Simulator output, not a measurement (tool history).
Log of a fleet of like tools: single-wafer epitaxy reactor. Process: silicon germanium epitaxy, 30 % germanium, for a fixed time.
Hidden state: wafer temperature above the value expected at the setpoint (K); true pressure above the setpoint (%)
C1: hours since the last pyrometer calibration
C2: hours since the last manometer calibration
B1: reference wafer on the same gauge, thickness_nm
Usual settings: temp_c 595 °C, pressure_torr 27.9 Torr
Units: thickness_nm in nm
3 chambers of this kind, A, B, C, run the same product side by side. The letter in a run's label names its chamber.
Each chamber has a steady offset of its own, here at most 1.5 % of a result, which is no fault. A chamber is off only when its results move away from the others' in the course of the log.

Run 1C, hour 11: usual settings; C1 107.5; C2 1417.2; B1 50.912. Result: thickness_nm 62.268 nm.
Run 2A, hour 26: usual settings; C1 1675.5; C2 899.1; B1 50.91. Result: thickness_nm 61.861 nm.
Run 3B, hour 39.1: usual settings; C1 1085.8; C2 181.9; B1 50.929. Result: thickness_nm 61.426 nm.
Run 4C, hour 52.3: usual settings; C1 148.8; C2 1458.5; B1 50.944. Result: thickness_nm 62.339 nm.
Run 5B, hour 62.9: usual settings; C1 1109.6; C2 205.7; B1 50.948. Result: thickness_nm 61.38 nm.
Run 6A, hour 73.3: usual settings; C1 1722.8; C2 946.4; B1 50.959. Result: thickness_nm 61.966 nm.
Run 7B, hour 84.2: usual settings; C1 1130.9; C2 227; B1 50.976. Result: thickness_nm 61.532 nm.
Run 8C, hour 95.3: usual settings; C1 191.8; C2 1501.5; B1 50.981. Result: thickness_nm 62.322 nm.
Run 9A, hour 110.7: usual settings; C1 1760.2; C2 983.8; B1 50.99. Result: thickness_nm 61.849 nm.
Run 10C, hour 120.2: usual settings but pressure_torr 33.7 Torr; C1 216.7; C2 1526.4; B1 51.002. Result: thickness_nm 67.2 nm.
Run 11A, hour 135.5: usual settings but pressure_torr 33.7 Torr; C1 1785; C2 1008.6; B1 51.009. Result: thickness_nm 66.83 nm.
Run 12B, hour 143.3: usual settings but pressure_torr 33.7 Torr; C1 1190; C2 286.1; B1 51.022. Result: thickness_nm 66.442 nm.
Run 13C, hour 152.3: usual settings but pressure_torr 22 Torr; C1 248.8; C2 1558.5; B1 51.025. Result: thickness_nm 56.879 nm.
Run 14A, hour 160.1: usual settings but pressure_torr 22 Torr; C1 1809.6; C2 1033.2; B1 51.022. Result: thickness_nm 56.26 nm.
Run 15B, hour 173.3: usual settings but pressure_torr 22 Torr; C1 1220; C2 316.1; B1 51.037. Result: thickness_nm 55.986 nm.
Run 16A, hour 187.1: usual settings; C1 1836.6; C2 1060.2; B1 51.045. Result: thickness_nm 61.956 nm.
Run 17C, hour 201.6: usual settings; C1 298.1; C2 1607.8; B1 51.052. Result: thickness_nm 62.549 nm.
Run 18B, hour 213.8: usual settings; C1 1260.5; C2 356.6; B1 51.064. Result: thickness_nm 61.574 nm.
Run 19B, hour 221.9: usual settings but temp_c 601 °C, pressure_torr 33.2 Torr; C1 1268.6; C2 364.7; B1 51.077. Result: thickness_nm 74.108 nm.
Run 20A, hour 235.7: usual settings but temp_c 601 °C, pressure_torr 33.2 Torr; C1 1885.2; C2 1108.8; B1 51.089. Result: thickness_nm 74.343 nm.
Run 21C, hour 250.5: usual settings but temp_c 601 °C, pressure_torr 33.2 Torr; C1 347; C2 1656.7; B1 51.109. Result: thickness_nm 74.742 nm.
Run 22C, hour 261.5: usual settings; C1 358; C2 1667.7; B1 51.111. Result: thickness_nm 62.545 nm.
Run 23A, hour 270: usual settings; C1 1919.5; C2 1143.1; B1 51.123. Result: thickness_nm 62.076 nm.
Run 24B, hour 278.6: usual settings; C1 1325.3; C2 421.4; B1 51.12. Result: thickness_nm 61.71 nm.
Run 25C, hour 292.5: usual settings; C1 389; C2 1698.7; B1 51.133. Result: thickness_nm 62.534 nm.
Run 26B, hour 307.7: usual settings; C1 1354.4; C2 450.5; B1 51.164. Result: thickness_nm 61.742 nm.

Is one chamber off against the others, does the gauge drift, or is nothing wrong? If a chamber is off, say which, and what the likeliest cause is.

The gauge drifts, so all chambers seem to drift together. No chamber is off.
Cause: gauge reads high (%) = 0.511.
